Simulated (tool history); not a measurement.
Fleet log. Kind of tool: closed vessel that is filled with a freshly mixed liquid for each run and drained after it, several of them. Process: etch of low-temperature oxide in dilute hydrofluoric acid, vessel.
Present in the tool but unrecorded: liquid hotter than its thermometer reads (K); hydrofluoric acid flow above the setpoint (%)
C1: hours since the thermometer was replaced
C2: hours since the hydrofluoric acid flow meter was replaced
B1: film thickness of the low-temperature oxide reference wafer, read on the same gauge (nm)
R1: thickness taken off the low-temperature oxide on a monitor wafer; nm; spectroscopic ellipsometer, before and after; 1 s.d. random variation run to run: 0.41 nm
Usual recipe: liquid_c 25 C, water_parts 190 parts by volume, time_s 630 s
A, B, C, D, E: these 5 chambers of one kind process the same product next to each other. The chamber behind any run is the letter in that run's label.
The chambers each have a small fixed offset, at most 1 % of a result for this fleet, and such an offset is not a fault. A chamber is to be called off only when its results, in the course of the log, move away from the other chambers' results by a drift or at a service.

{"run": "1D", "day": 0.608, "liquid_c": 25, "water_parts": 190, "time_s": 630, "C1": 1826.1, "C2": 878, "B1": 120.02, "R1": 54.01}
{"day": 0.758, "done": "chamber A: hydrofluoric acid flow meter replaced"}
{"run": "2A", "day": 1.196, "liquid_c": 25, "water_parts": 190, "time_s": 630, "C1": 1304.3, "C2": 10.6, "B1": 120.03, "R1": 52.437}
{"run": "3C", "day": 1.488, "liquid_c": 25, "water_parts": 190, "time_s": 630, "C1": 552.4, "C2": 724.5, "B1": 120.03, "R1": 53.547}
{"run": "4E", "day": 1.858, "liquid_c": 25, "water_parts": 190, "time_s": 630, "C1": 1621.4, "C2": 711.1, "B1": 120, "R1": 53.473}
{"run": "5B", "day": 2.129, "liquid_c": 25, "water_parts": 190, "time_s": 630, "C1": 886.5, "C2": 2271.4, "B1": 120.05, "R1": 52.801}
{"run": "6C", "day": 2.533, "liquid_c": 25, "water_parts": 190, "time_s": 630, "C1": 577.5, "C2": 749.6, "B1": 119.94, "R1": 53.321}
{"day": 2.608, "done": "chamber D: hydrofluoric acid flow meter replaced"}
{"run": "7B", "day": 2.862, "liquid_c": 25, "water_parts": 190, "time_s": 630, "C1": 904.1, "C2": 2289, "B1": 120.02, "R1": 53.655}
{"run": "8E", "day": 3.217, "liquid_c": 25, "water_parts": 190, "time_s": 630, "C1": 1654, "C2": 743.7, "B1": 120, "R1": 53.39}
{"run": "9A", "day": 3.729, "liquid_c": 25, "water_parts": 220, "time_s": 630, "C1": 1365.1, "C2": 71.4, "B1": 119.99, "R1": 44.135}
{"run": "10D", "day": 4.092, "liquid_c": 25, "water_parts": 220, "time_s": 630, "C1": 1909.7, "C2": 35.7, "B1": 120.01, "R1": 44.477}
{"run": "11E", "day": 4.454, "liquid_c": 25, "water_parts": 220, "time_s": 630, "C1": 1683.7, "C2": 773.4, "B1": 120, "R1": 44.759}
{"run": "12A", "day": 4.921, "liquid_c": 25, "water_parts": 220, "time_s": 630, "C1": 1393.7, "C2": 100, "B1": 119.98, "R1": 44.628}
{"run": "13C", "day": 5.538, "liquid_c": 25, "water_parts": 220, "time_s": 630, "C1": 649.6, "C2": 821.7, "B1": 119.98, "R1": 44.925}
{"run": "14D", "day": 5.954, "liquid_c": 25, "water_parts": 190, "time_s": 630, "C1": 1954.4, "C2": 80.4, "B1": 119.98, "R1": 52.287}
{"run": "15B", "day": 6.288, "liquid_c": 21.5, "water_parts": 190, "time_s": 475, "C1": 986.3, "C2": 2371.2, "B1": 120, "R1": 36.153}
{"run": "16A", "day": 6.758, "liquid_c": 21.5, "water_parts": 190, "time_s": 475, "C1": 1437.8, "C2": 144.1, "B1": 119.98, "R1": 34.656}
{"run": "17E", "day": 7.283, "liquid_c": 21.5, "water_parts": 190, "time_s": 475, "C1": 1751.6, "C2": 841.3, "B1": 120, "R1": 35.548}
{"day": 7.592, "done": "chamber B: hydrofluoric acid flow meter replaced"}
{"run": "18D", "day": 7.675, "liquid_c": 21.5, "water_parts": 190, "time_s": 475, "C1": 1995.7, "C2": 121.7, "B1": 120, "R1": 34.765}
{"run": "19B", "day": 8.121, "liquid_c": 21.5, "water_parts": 190, "time_s": 475, "C1": 1030.3, "C2": 12.7, "B1": 120.01, "R1": 36.06}
{"run": "20C", "day": 8.612, "liquid_c": 25, "water_parts": 190, "time_s": 630, "C1": 723.4, "C2": 895.5, "B1": 120.03, "R1": 54.469}
{"run": "21A", "day": 9.142, "liquid_c": 25, "water_parts": 190, "time_s": 630, "C1": 1495, "C2": 201.3, "B1": 119.94, "R1": 53.299}
{"run": "22E", "day": 9.433, "liquid_c": 25, "water_parts": 190, "time_s": 630, "C1": 1803.2, "C2": 892.9, "B1": 120, "R1": 53.843}
{"run": "23D", "day": 9.9, "liquid_c": 25, "water_parts": 190, "time_s": 630, "C1": 2049.1, "C2": 175.1, "B1": 120.02, "R1": 52.719}
{"run": "24B", "day": 10.188, "liquid_c": 25, "water_parts": 190, "time_s": 630, "C1": 1079.9, "C2": 62.3, "B1": 120.03, "R1": 55.382}
{"run": "25C", "day": 10.546, "liquid_c": 25, "water_parts": 100, "time_s": 630, "C1": 769.8, "C2": 941.9, "B1": 119.98, "R1": 114.69}
{"run": "26A", "day": 10.958, "liquid_c": 25, "water_parts": 100, "time_s": 630, "C1": 1538.6, "C2": 244.9, "B1": 120.02, "R1": 112.61}
{"run": "27D", "day": 11.279, "liquid_c": 25, "water_parts": 100, "time_s": 630, "C1": 2082.2, "C2": 208.2, "B1": 120.06, "R1": 112.68}
{"run": "28B", "day": 11.667, "liquid_c": 25, "water_parts": 100, "time_s": 630, "C1": 1115.4, "C2": 97.8, "B1": 119.99, "R1": 120.31}
{"run": "29C", "day": 12.246, "liquid_c": 25, "water_parts": 100, "time_s": 630, "C1": 810.6, "C2": 982.7, "B1": 119.98, "R1": 114.07}
{"run": "30E", "day": 12.604, "liquid_c": 25, "water_parts": 145, "time_s": 630, "C1": 1879.3, "C2": 969, "B1": 119.98, "R1": 73.971}
{"run": "31E", "day": 12.996, "liquid_c": 25, "water_parts": 145, "time_s": 630, "C1": 1888.7, "C2": 978.4, "B1": 119.97, "R1": 74.172}
{"run": "32D", "day": 13.592, "liquid_c": 25, "water_parts": 145, "time_s": 630, "C1": 2137.7, "C2": 263.7, "B1": 119.99, "R1": 72.584}
{"run": "33C", "day": 13.992, "liquid_c": 25, "water_parts": 145, "time_s": 630, "C1": 852.5, "C2": 1024.6, "B1": 119.98, "R1": 74.287}
{"run": "34A", "day": 14.612, "liquid_c": 25, "water_parts": 145, "time_s": 630, "C1": 1626.3, "C2": 332.6, "B1": 120.01, "R1": 73.619}

Predict what each chamber gives when all 5 of them run the settings below next.
{"run": "35A", "day": 15.062, "liquid_c": 25, "water_parts": 190, "time_s": 630, "R1": "?"}
{"run": "35B", "day": 15.062, "liquid_c": 25, "water_parts": 190, "time_s": 630, "R1": "?"}
{"run": "35C", "day": 15.062, "liquid_c": 25, "water_parts": 190, "time_s": 630, "R1": "?"}
{"run": "35D", "day": 15.062, "liquid_c": 25, "water_parts": 190, "time_s": 630, "R1": "?"}
{"run": "35E", "day": 15.062, "liquid_c": 25, "water_parts": 190, "time_s": 630, "R1": "?"}

run=35A R1=53.568
run=35B R1=57.61
run=35C R1=53.45
run=35D R1=53.227
run=35E R1=54.077
